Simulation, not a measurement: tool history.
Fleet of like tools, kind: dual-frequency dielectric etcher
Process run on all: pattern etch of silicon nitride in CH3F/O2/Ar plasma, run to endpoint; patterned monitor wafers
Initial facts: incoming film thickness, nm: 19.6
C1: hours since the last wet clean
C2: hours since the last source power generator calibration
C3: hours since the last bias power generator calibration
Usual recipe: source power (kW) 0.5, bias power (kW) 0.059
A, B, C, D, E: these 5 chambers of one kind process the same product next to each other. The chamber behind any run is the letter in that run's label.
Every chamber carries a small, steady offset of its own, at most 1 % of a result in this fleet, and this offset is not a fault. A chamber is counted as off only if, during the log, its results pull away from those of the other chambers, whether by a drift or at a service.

run 1D hour=7.9 | source_power_(kW)=0.5 bias_power_(kW)=0.059 | C1=284.1 C2=1755 C3=226.9 | endpoint_time_(s)=28.24
run 2A hour=16.8 | source_power_(kW)=0.5 bias_power_(kW)=0.059 | C1=134.5 C2=3299 C3=3846.5 | endpoint_time_(s)=27.7
run 3E hour=25.5 | source_power_(kW)=0.5 bias_power_(kW)=0.059 | C1=133.8 C2=705.3 C3=1752.2 | endpoint_time_(s)=28.191
-- hour=26.9 chamber A: source power generator calibrated
run 4B hour=33.6 | source_power_(kW)=0.5 bias_power_(kW)=0.059 | C1=272.5 C2=3337.1 C3=1797 | endpoint_time_(s)=28.194
run 5C hour=42 | source_power_(kW)=0.5 bias_power_(kW)=0.059 | C1=462.3 C2=722.9 C3=3160.4 | endpoint_time_(s)=28.178
run 6C hour=47.5 | source_power_(kW)=0.5 bias_power_(kW)=0.059 | C1=467.8 C2=728.4 C3=3165.9 | endpoint_time_(s)=28.226
run 7E hour=56.6 | source_power_(kW)=0.5 bias_power_(kW)=0.059 | C1=164.9 C2=736.4 C3=1783.3 | endpoint_time_(s)=28.132
run 8B hour=61 | source_power_(kW)=0.5 bias_power_(kW)=0.059 | C1=299.9 C2=3364.5 C3=1824.4 | endpoint_time_(s)=27.74
run 9A hour=68.4 | source_power_(kW)=0.5 bias_power_(kW)=0.059 | C1=186.1 C2=41.6 C3=3898.1 | endpoint_time_(s)=27.689
run 10D hour=77.5 | source_power_(kW)=0.5 bias_power_(kW)=0.059 | C1=353.7 C2=1824.6 C3=296.5 | endpoint_time_(s)=28.154
run 11A hour=83.2 | source_power_(kW)=0.5 bias_power_(kW)=0.059 | C1=200.9 C2=56.4 C3=3912.9 | endpoint_time_(s)=27.757
run 12E hour=88.5 | source_power_(kW)=0.5 bias_power_(kW)=0.059 | C1=196.8 C2=768.3 C3=1815.2 | endpoint_time_(s)=28.487
run 13B hour=97.1 | source_power_(kW)=0.5 bias_power_(kW)=0.059 | C1=336 C2=3400.6 C3=1860.5 | endpoint_time_(s)=27.822
run 14C hour=104.8 | source_power_(kW)=0.5 bias_power_(kW)=0.059 | C1=525.1 C2=785.7 C3=3223.2 | endpoint_time_(s)=27.675
run 15D hour=112.8 | source_power_(kW)=0.46 bias_power_(kW)=0.051 | C1=389 C2=1859.9 C3=331.8 | endpoint_time_(s)=29.983
run 16B hour=118.2 | source_power_(kW)=0.46 bias_power_(kW)=0.051 | C1=357.1 C2=3421.7 C3=1881.6 | endpoint_time_(s)=30.325
run 17E hour=127.1 | source_power_(kW)=0.46 bias_power_(kW)=0.051 | C1=235.4 C2=806.9 C3=1853.8 | endpoint_time_(s)=30.77
run 18C hour=134.8 | source_power_(kW)=0.46 bias_power_(kW)=0.051 | C1=555.1 C2=815.7 C3=3253.2 | endpoint_time_(s)=30.21
run 19D hour=141.5 | source_power_(kW)=0.46 bias_power_(kW)=0.051 | C1=417.7 C2=1888.6 C3=360.5 | endpoint_time_(s)=30.311
run 20A hour=150.1 | source_power_(kW)=0.58 bias_power_(kW)=0.049 | C1=267.8 C2=123.3 C3=3979.8 | endpoint_time_(s)=27.621
run 21A hour=157.4 | source_power_(kW)=0.58 bias_power_(kW)=0.049 | C1=275.1 C2=130.6 C3=3987.1 | endpoint_time_(s)=27.712
-- hour=158.7 chamber C: wet clean of the chamber
run 22B hour=166.1 | source_power_(kW)=0.58 bias_power_(kW)=0.049 | C1=405 C2=3469.6 C3=1929.5 | endpoint_time_(s)=27.818
run 23D hour=174.8 | source_power_(kW)=0.58 bias_power_(kW)=0.049 | C1=451 C2=1921.9 C3=393.8 | endpoint_time_(s)=27.808
run 24E hour=181.1 | source_power_(kW)=0.58 bias_power_(kW)=0.049 | C1=289.4 C2=860.9 C3=1907.8 | endpoint_time_(s)=28.456
run 25C hour=189.9 | source_power_(kW)=0.57 bias_power_(kW)=0.05 | C1=31.3 C2=870.8 C3=3308.3 | endpoint_time_(s)=28.179
run 26B hour=198.7 | source_power_(kW)=0.57 bias_power_(kW)=0.05 | C1=437.6 C2=3502.2 C3=1962.1 | endpoint_time_(s)=27.873
run 27D hour=207.8 | source_power_(kW)=0.57 bias_power_(kW)=0.05 | C1=484 C2=1954.9 C3=426.8 | endpoint_time_(s)=28.192
-- hour=210.5 chamber D: wet clean of the chamber
run 28A hour=213.4 | source_power_(kW)=0.57 bias_power_(kW)=0.05 | C1=331.1 C2=186.6 C3=4043.1 | endpoint_time_(s)=27.534
-- hour=218 chamber A: bias power generator calibrated
run 29C hour=221.5 | source_power_(kW)=0.57 bias_power_(kW)=0.05 | C1=62.9 C2=902.4 C3=3339.9 | endpoint_time_(s)=27.92
run 30E hour=230.2 | source_power_(kW)=0.5 bias_power_(kW)=0.059 | C1=338.5 C2=910 C3=1956.9 | endpoint_time_(s)=29.388
run 31B hour=236.9 | source_power_(kW)=0.5 bias_power_(kW)=0.059 | C1=475.8 C2=3540.4 C3=2000.3 | endpoint_time_(s)=27.955
run 32C hour=244.4 | source_power_(kW)=0.5 bias_power_(kW)=0.059 | C1=85.8 C2=925.3 C3=3362.8 | endpoint_time_(s)=27.95
run 33E hour=252 | source_power_(kW)=0.57 bias_power_(kW)=0.052 | C1=360.3 C2=931.8 C3=1978.7 | endpoint_time_(s)=28.688
run 34D hour=260.8 | source_power_(kW)=0.57 bias_power_(kW)=0.052 | C1=50.4 C2=2007.9 C3=479.8 | endpoint_time_(s)=27.526
run 35A hour=269.4 | source_power_(kW)=0.57 bias_power_(kW)=0.052 | C1=387.1 C2=242.6 C3=51.4 | endpoint_time_(s)=27.567
run 36E hour=274.4 | source_power_(kW)=0.57 bias_power_(kW)=0.052 | C1=382.7 C2=954.2 C3=2001.1 | endpoint_time_(s)=29.074
run 37B hour=278.4 | source_power_(kW)=0.57 bias_power_(kW)=0.052 | C1=517.3 C2=3581.9 C3=2041.8 | endpoint_time_(s)=27.624
run 38D hour=285.3 | source_power_(kW)=0.5 bias_power_(kW)=0.059 | C1=74.9 C2=2032.4 C3=504.3 | endpoint_time_(s)=27.946

Which is it: a chamber that has drifted or been left off by a service, a gauge drift common to all chambers, or only each chamber's usual small offset? If a chamber is off, name it and its likeliest cause.

It is chamber E that slowly wanders off from its peers.
Cause: etch rate under this chamber's usual, % = 4.46.

Below are 4 candidate recipes for chamber E's next run, each the usual settings with a change, their results shown as question marks. Which of them brings E's results back in line with what the other chambers give on the usual settings?
A result is in line if it is within this distance of the other chambers' mean on the usual settings: endpoint time (s) 0.56
run 39E-1 hour=291.8 | source_power_(kW)=0.58 bias_power_(kW)=0.068 | endpoint_time_(s)=?
run 39E-2 hour=291.8 | source_power_(kW)=0.54 bias_power_(kW)=0.063 | endpoint_time_(s)=?
run 39E-3 hour=291.8 | source_power_(kW)=0.46 bias_power_(kW)=0.055 | endpoint_time_(s)=?
run 39E-4 hour=291.8 | source_power_(kW)=0.43 bias_power_(kW)=0.051 | endpoint_time_(s)=?

The mean the other chambers reach with the usual settings: endpoint time (s) 27.855
run=39E-1 endpoint_time_(s)=26.442
run=39E-2 endpoint_time_(s)=27.856
run=39E-3 endpoint_time_(s)=30.94
run=39E-4 endpoint_time_(s)=32.516
The right change is 39E-2: it brings the chamber back within the allowed miss of the others.
